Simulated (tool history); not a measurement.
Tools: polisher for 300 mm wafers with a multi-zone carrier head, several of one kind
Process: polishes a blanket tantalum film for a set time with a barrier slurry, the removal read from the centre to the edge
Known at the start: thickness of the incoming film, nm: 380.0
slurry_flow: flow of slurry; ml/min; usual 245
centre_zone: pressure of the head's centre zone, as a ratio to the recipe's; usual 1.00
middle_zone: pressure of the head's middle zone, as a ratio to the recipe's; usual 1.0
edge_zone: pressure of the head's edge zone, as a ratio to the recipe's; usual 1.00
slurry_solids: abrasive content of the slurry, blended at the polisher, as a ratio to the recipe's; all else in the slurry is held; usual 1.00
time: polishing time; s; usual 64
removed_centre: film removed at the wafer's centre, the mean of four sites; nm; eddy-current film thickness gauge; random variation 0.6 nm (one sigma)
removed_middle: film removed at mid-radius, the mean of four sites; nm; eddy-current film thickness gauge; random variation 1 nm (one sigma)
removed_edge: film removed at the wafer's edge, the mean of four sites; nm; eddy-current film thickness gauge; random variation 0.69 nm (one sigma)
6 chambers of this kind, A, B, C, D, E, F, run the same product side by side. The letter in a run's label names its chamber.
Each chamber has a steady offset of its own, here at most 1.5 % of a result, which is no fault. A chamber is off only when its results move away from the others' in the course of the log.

| run | day | slurry_flow | centre_zone | middle_zone | edge_zone | slurry_solids | time | removed_centre | removed_middle | removed_edge |
|---|---|---|---|---|---|---|---|---|---|---|
| 1E | 0.550 | 245 | 1.00 | 1.0 | 1.00 | 1.00 | 64 | 72.683 | 71.505 | 73.396 |
|  | 0.858 | chamber F: worn pad replaced by a new one |
| 2B | 1.025 | 245 | 1.00 | 1.0 | 1.00 | 1.00 | 64 | 72.451 | 73.078 | 74.717 |
|  | 1.512 | chamber B: worn pad replaced by a new one |
| 3F | 1.567 | 245 | 1.00 | 1.0 | 1.00 | 1.00 | 64 | 73.450 | 73.917 | 71.766 |
|  | 1.792 | chamber E: worn pad replaced by a new one |
| 4C | 2.033 | 245 | 1.00 | 1.0 | 1.00 | 1.00 | 64 | 71.891 | 74.429 | 72.663 |
|  | 2.217 | chamber B: centre zone pressure recalibrated |
| 5A | 2.388 | 245 | 1.00 | 1.0 | 1.00 | 1.00 | 64 | 73.041 | 71.984 | 73.748 |
| 6D | 2.688 | 245 | 1.00 | 1.0 | 1.00 | 1.00 | 64 | 71.490 | 73.200 | 71.563 |
|  | 2.804 | chamber D: worn pad replaced by a new one |
| 7A | 3.171 | 245 | 1.00 | 1.0 | 1.00 | 1.00 | 64 | 71.805 | 72.874 | 72.185 |
|  | 3.317 | chamber C: worn pad replaced by a new one |
| 8F | 3.512 | 245 | 0.94 | 1.1 | 1.00 | 1.00 | 64 | 68.896 | 80.725 | 72.898 |
|  | 3.792 | chamber E: slurry nozzle cleaned |
| 9E | 3.888 | 245 | 0.94 | 1.1 | 1.00 | 1.00 | 64 | 68.598 | 79.047 | 72.667 |
| 10D | 4.283 | 245 | 0.94 | 1.1 | 1.00 | 1.00 | 64 | 67.593 | 79.591 | 73.213 |
| 11C | 4.617 | 245 | 0.94 | 1.1 | 1.00 | 1.00 | 64 | 68.575 | 77.942 | 73.018 |
|  | 4.750 | chamber B: worn pad replaced by a new one |
| 12B | 4.983 | 245 | 0.94 | 1.1 | 1.00 | 1.00 | 64 | 68.538 | 78.263 | 72.593 |
|  | 5.104 | chamber E: worn pad replaced by a new one |
|  | 5.379 | chamber F: worn pad replaced by a new one |
| 13B | 5.488 | 245 | 0.94 | 1.1 | 1.00 | 1.00 | 64 | 67.824 | 80.096 | 73.247 |
| 14D | 6.017 | 245 | 1.00 | 1.0 | 0.90 | 1.00 | 78 | 87.110 | 88.718 | 85.363 |
|  | 6.458 | chamber C: worn pad replaced by a new one |
|  | 6.521 | chamber F: edge zone pressure recalibrated |
| 15F | 6.554 | 245 | 1.00 | 1.0 | 0.90 | 1.00 | 78 | 88.604 | 89.067 | 84.654 |
| 16E | 6.817 | 245 | 1.00 | 1.0 | 0.90 | 1.00 | 78 | 88.787 | 87.848 | 84.481 |
| 17A | 7.300 | 245 | 1.00 | 1.0 | 0.90 | 1.00 | 78 | 87.815 | 87.947 | 83.556 |
|  | 7.508 | chamber D: worn pad replaced by a new one |
|  | 7.717 | chamber C: edge zone pressure recalibrated |
| 18C | 7.758 | 245 | 1.00 | 1.0 | 0.90 | 1.00 | 78 | 88.262 | 90.290 | 84.552 |
|  | 7.946 | chamber E: worn pad replaced by a new one |
| 19C | 8.129 | 245 | 1.00 | 1.0 | 0.90 | 1.00 | 78 | 89.161 | 90.396 | 84.650 |
|  | 8.504 | chamber B: worn pad replaced by a new one |
| 20D | 8.521 | 245 | 1.00 | 1.0 | 1.00 | 1.00 | 64 | 72.176 | 74.383 | 72.152 |
| 21B | 8.875 | 245 | 1.00 | 1.0 | 1.00 | 1.00 | 64 | 73.131 | 71.360 | 75.249 |
| 22E | 9.200 | 245 | 1.00 | 1.0 | 1.00 | 1.00 | 64 | 74.007 | 71.472 | 72.415 |
| 23A | 9.533 | 245 | 1.00 | 1.0 | 0.94 | 0.85 | 64 | 66.583 | 68.219 | 65.563 |
|  | 9.542 | chamber D: slurry nozzle cleaned |
|  | 9.783 | chamber B: edge zone pressure recalibrated |
| 24F | 9.925 | 245 | 1.00 | 1.0 | 0.94 | 0.85 | 64 | 70.000 | 69.497 | 67.529 |
|  | 10.021 | chamber C: worn pad replaced by a new one |
|  | 10.108 | chamber F: worn pad replaced by a new one |
| 25A | 10.254 | 245 | 1.00 | 1.0 | 0.94 | 0.85 | 64 | 65.233 | 67.423 | 65.337 |
| 26D | 10.633 | 245 | 1.00 | 1.0 | 0.94 | 0.85 | 64 | 69.802 | 68.992 | 67.227 |
| 27B | 11.096 | 245 | 1.00 | 1.0 | 0.94 | 0.85 | 64 | 69.507 | 70.208 | 68.435 |
|  | 11.312 | chamber E: worn pad replaced by a new one |
|  | 11.604 | chamber A: slurry nozzle cleaned |
| 28E | 11.662 | 245 | 1.00 | 1.0 | 0.94 | 0.85 | 64 | 70.480 | 69.648 | 67.746 |
|  | 12.000 | chamber B: worn pad replaced by a new one |
| 29F | 12.142 | 245 | 1.00 | 1.0 | 1.00 | 1.00 | 64 | 73.947 | 72.743 | 72.096 |
|  | 12.250 | chamber D: worn pad replaced by a new one |
| 30C | 12.462 | 245 | 1.00 | 1.0 | 1.00 | 1.25 | 64 | 76.962 | 76.621 | 77.426 |
|  | 12.762 | chamber F: slurry nozzle cleaned |
| 31F | 13.033 | 245 | 1.00 | 1.0 | 1.00 | 1.25 | 64 | 78.365 | 77.623 | 76.773 |
| 32A | 13.612 | 245 | 1.00 | 1.0 | 1.00 | 1.25 | 64 | 73.008 | 71.452 | 74.384 |
|  | 13.767 | chamber C: worn pad replaced by a new one |
| 33B | 13.892 | 245 | 1.00 | 1.0 | 1.00 | 1.25 | 64 | 77.327 | 77.535 | 79.042 |
| 34D | 14.271 | 245 | 1.00 | 1.0 | 1.00 | 1.25 | 64 | 76.117 | 77.520 | 75.467 |
|  | 14.450 | chamber E: worn pad replaced by a new one |
|  | 14.604 | chamber C: centre zone pressure recalibrated |
| 35C | 14.733 | 245 | 1.00 | 1.0 | 1.00 | 1.25 | 64 | 77.448 | 78.061 | 79.520 |
| 36E | 15.271 | 245 | 1.00 | 1.0 | 1.00 | 1.00 | 64 | 73.531 | 74.009 | 73.626 |
| 37C | 15.838 | 245 | 1.00 | 1.0 | 1.00 | 1.00 | 64 | 71.909 | 72.040 | 73.507 |
| 38E | 16.117 | 245 | 1.00 | 1.0 | 1.05 | 1.00 | 64 | 72.643 | 71.918 | 75.556 |
| 39A | 16.388 | 245 | 1.00 | 1.0 | 1.05 | 1.00 | 64 | 67.614 | 68.941 | 70.098 |

Next, every chamber runs the same settings. What will each give?
| 40A | 16.800 | 310 | 1.00 | 1.0 | 1.00 | 1.00 | 64 | ? | ? | ? |
| 40B | 16.800 | 310 | 1.00 | 1.0 | 1.00 | 1.00 | 64 | ? | ? | ? |
| 40C | 16.800 | 310 | 1.00 | 1.0 | 1.00 | 1.00 | 64 | ? | ? | ? |
| 40D | 16.800 | 310 | 1.00 | 1.0 | 1.00 | 1.00 | 64 | ? | ? | ? |
| 40E | 16.800 | 310 | 1.00 | 1.0 | 1.00 | 1.00 | 64 | ? | ? | ? |
| 40F | 16.800 | 310 | 1.00 | 1.0 | 1.00 | 1.00 | 64 | ? | ? | ? |

| run | removed_centre | removed_middle | removed_edge |
|---|---|---|---|
| 40A | 68.999 | 68.581 | 68.647 |
| 40B | 74.309 | 73.498 | 72.945 |
| 40C | 74.234 | 74.551 | 74.017 |
| 40D | 74.928 | 73.249 | 74.558 |
| 40E | 75.023 | 74.842 | 75.200 |
| 40F | 76.089 | 75.370 | 75.222 |
